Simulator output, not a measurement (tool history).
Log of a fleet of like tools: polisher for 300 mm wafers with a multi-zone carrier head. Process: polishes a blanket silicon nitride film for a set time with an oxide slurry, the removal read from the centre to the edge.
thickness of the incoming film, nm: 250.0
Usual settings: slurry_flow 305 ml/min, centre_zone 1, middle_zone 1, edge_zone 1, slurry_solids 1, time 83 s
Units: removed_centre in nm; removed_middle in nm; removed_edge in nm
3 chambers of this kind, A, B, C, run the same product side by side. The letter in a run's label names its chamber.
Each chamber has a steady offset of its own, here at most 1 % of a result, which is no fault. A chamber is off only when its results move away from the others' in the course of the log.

Run 1C, hour 5.7: usual settings. Result: removed_centre 59.787 nm, removed_middle 58.335 nm, removed_edge 59.62 nm.
Run 2A, hour 11.3: usual settings. Result: removed_centre 58.011 nm, removed_middle 59.857 nm, removed_edge 59.273 nm.
Run 3B, hour 18.2: usual settings. Result: removed_centre 59.683 nm, removed_middle 60.236 nm, removed_edge 58.228 nm.
At hour 21.6: chamber B: edge zone pressure recalibrated.
Run 4B, hour 22.2: usual settings. Result: removed_centre 60.054 nm, removed_middle 59.824 nm, removed_edge 59.196 nm.
Run 5A, hour 28.4: usual settings. Result: removed_centre 58.68 nm, removed_middle 60.289 nm, removed_edge 59.843 nm.
Run 6C, hour 34.2: usual settings. Result: removed_centre 59.992 nm, removed_middle 58.565 nm, removed_edge 59.317 nm.
Run 7C, hour 41.2: usual settings. Result: removed_centre 59.529 nm, removed_middle 59.834 nm, removed_edge 59.29 nm.
Run 8B, hour 47.1: usual settings but centre_zone 0.95. Result: removed_centre 56.206 nm, removed_middle 59.122 nm, removed_edge 58.739 nm.
At hour 52.1: chamber A: worn pad replaced by a new one.
Run 9A, hour 53: usual settings but centre_zone 0.95. Result: removed_centre 56.591 nm, removed_middle 59.587 nm, removed_edge 60.148 nm.
Run 10C, hour 59.7: usual settings but centre_zone 0.95. Result: removed_centre 56.056 nm, removed_middle 58.762 nm, removed_edge 59.416 nm.
Run 11A, hour 66.3: usual settings but slurry_flow 225 ml/min. Result: removed_centre 56.865 nm, removed_middle 57.526 nm, removed_edge 58.175 nm.
Run 12B, hour 73.2: usual settings but slurry_flow 225 ml/min. Result: removed_centre 57.475 nm, removed_middle 58.111 nm, removed_edge 56.728 nm.
Run 13B, hour 77.2: usual settings but slurry_flow 225 ml/min. Result: removed_centre 57.52 nm, removed_middle 56.927 nm, removed_edge 57.341 nm.
Run 14A, hour 82: usual settings but slurry_solids 0.8, time 105 s. Result: removed_centre 67.96 nm, removed_middle 68.358 nm, removed_edge 67.94 nm.
Run 15C, hour 85.8: usual settings but slurry_solids 0.8, time 105 s. Result: removed_centre 67.057 nm, removed_middle 66.609 nm, removed_edge 66.436 nm.
Run 16B, hour 90.6: usual settings but slurry_solids 0.8, time 105 s. Result: removed_centre 68.036 nm, removed_middle 67.156 nm, removed_edge 67.196 nm.
Run 17C, hour 98.1: usual settings but middle_zone 1.06. Result: removed_centre 59.037 nm, removed_middle 62.085 nm, removed_edge 58.665 nm.
Run 18A, hour 104: usual settings but middle_zone 1.06. Result: removed_centre 59.67 nm, removed_middle 62.432 nm, removed_edge 59.699 nm.
At hour 106.5: chamber B: worn pad replaced by a new one.
Run 19C, hour 111.6: usual settings but middle_zone 1.06. Result: removed_centre 58.971 nm, removed_middle 62.334 nm, removed_edge 59.067 nm.
Run 20B, hour 115.8: usual settings. Result: removed_centre 60.134 nm, removed_middle 58.499 nm, removed_edge 59.809 nm.
At hour 121.5: chamber A: edge zone pressure recalibrated.
Run 21A, hour 121.6: usual settings. Result: removed_centre 58.259 nm, removed_middle 59.516 nm, removed_edge 59.234 nm.
Run 22B, hour 127.3: usual settings. Result: removed_centre 59.552 nm, removed_middle 59.022 nm, removed_edge 58.603 nm.
Run 23C, hour 132.1: usual settings. Result: removed_centre 60.04 nm, removed_middle 59.717 nm, removed_edge 59.288 nm.
Run 24A, hour 138.9: usual settings. Result: removed_centre 58.884 nm, removed_middle 59.156 nm, removed_edge 59.581 nm.
At hour 144: chamber A: worn pad replaced by a new one.
Run 25B, hour 146.1: usual settings. Result: removed_centre 59.73 nm, removed_middle 59.311 nm, removed_edge 59.44 nm.
Run 26A, hour 151.4: usual settings but slurry_flow 270 ml/min, centre_zone 1.11. Result: removed_centre 66.216 nm, removed_middle 58.778 nm, removed_edge 58.67 nm.
Run 27C, hour 158.1: usual settings but slurry_flow 270 ml/min, centre_zone 1.11. Result: removed_centre 65.577 nm, removed_middle 58.65 nm, removed_edge 58.524 nm.
Run 28B, hour 163.1: usual settings but slurry_flow 270 ml/min, centre_zone 1.11. Result: removed_centre 66.167 nm, removed_middle 58.393 nm, removed_edge 58.212 nm.
At hour 166.6: chamber C: worn pad replaced by a new one.
Run 29C, hour 167.8: usual settings. Result: removed_centre 58.702 nm, removed_middle 58.355 nm, removed_edge 59.025 nm.
Run 30A, hour 173.4: usual settings. Result: removed_centre 59.55 nm, removed_middle 60.291 nm, removed_edge 59.676 nm.
Run 31C, hour 178.1: usual settings. Result: removed_centre 59.189 nm, removed_middle 59.204 nm, removed_edge 59.633 nm.
Run 32B, hour 183.4: usual settings. Result: removed_centre 59.42 nm, removed_middle 58.743 nm, removed_edge 58.826 nm.
Run 33A, hour 187.7: usual settings but edge_zone 1.04. Result: removed_centre 59.386 nm, removed_middle 60.857 nm, removed_edge 61.002 nm.
At hour 188.8: chamber A: slurry nozzle cleaned.
Run 34B, hour 191.5: usual settings but edge_zone 1.04. Result: removed_centre 60.093 nm, removed_middle 59.333 nm, removed_edge 58.867 nm.
Run 35C, hour 197.4: usual settings but edge_zone 1.04. Result: removed_centre 60.352 nm, removed_middle 58.758 nm, removed_edge 60.678 nm.
Run 36A, hour 201.6: usual settings. Result: removed_centre 58.687 nm, removed_middle 58.99 nm, removed_edge 60.072 nm.
Run 37B, hour 205.2: usual settings but centre_zone 0.95, slurry_solids 0.8. Result: removed_centre 50.325 nm, removed_middle 52.988 nm, removed_edge 52.281 nm.
Run 38C, hour 209.7: usual settings but centre_zone 0.95, slurry_solids 0.8. Result: removed_centre 49.75 nm, removed_middle 52.664 nm, removed_edge 53.241 nm.
Run 39A, hour 213.5: usual settings but centre_zone 0.95, slurry_solids 0.8. Result: removed_centre 50.184 nm, removed_middle 53.321 nm, removed_edge 53.635 nm.
Run 40C, hour 218.1: usual settings. Result: removed_centre 60.229 nm, removed_middle 58.819 nm, removed_edge 59.936 nm.
Run 41B, hour 223.5: usual settings. Result: removed_centre 58.986 nm, removed_middle 59.269 nm, removed_edge 58.436 nm.

What goes on in this fleet: one chamber off, a drifting gauge, or nothing beyond the chambers' own small offsets? Name the chamber and the cause, if any.

No chamber stands off beyond its own small offset, and the gauge holds steady.
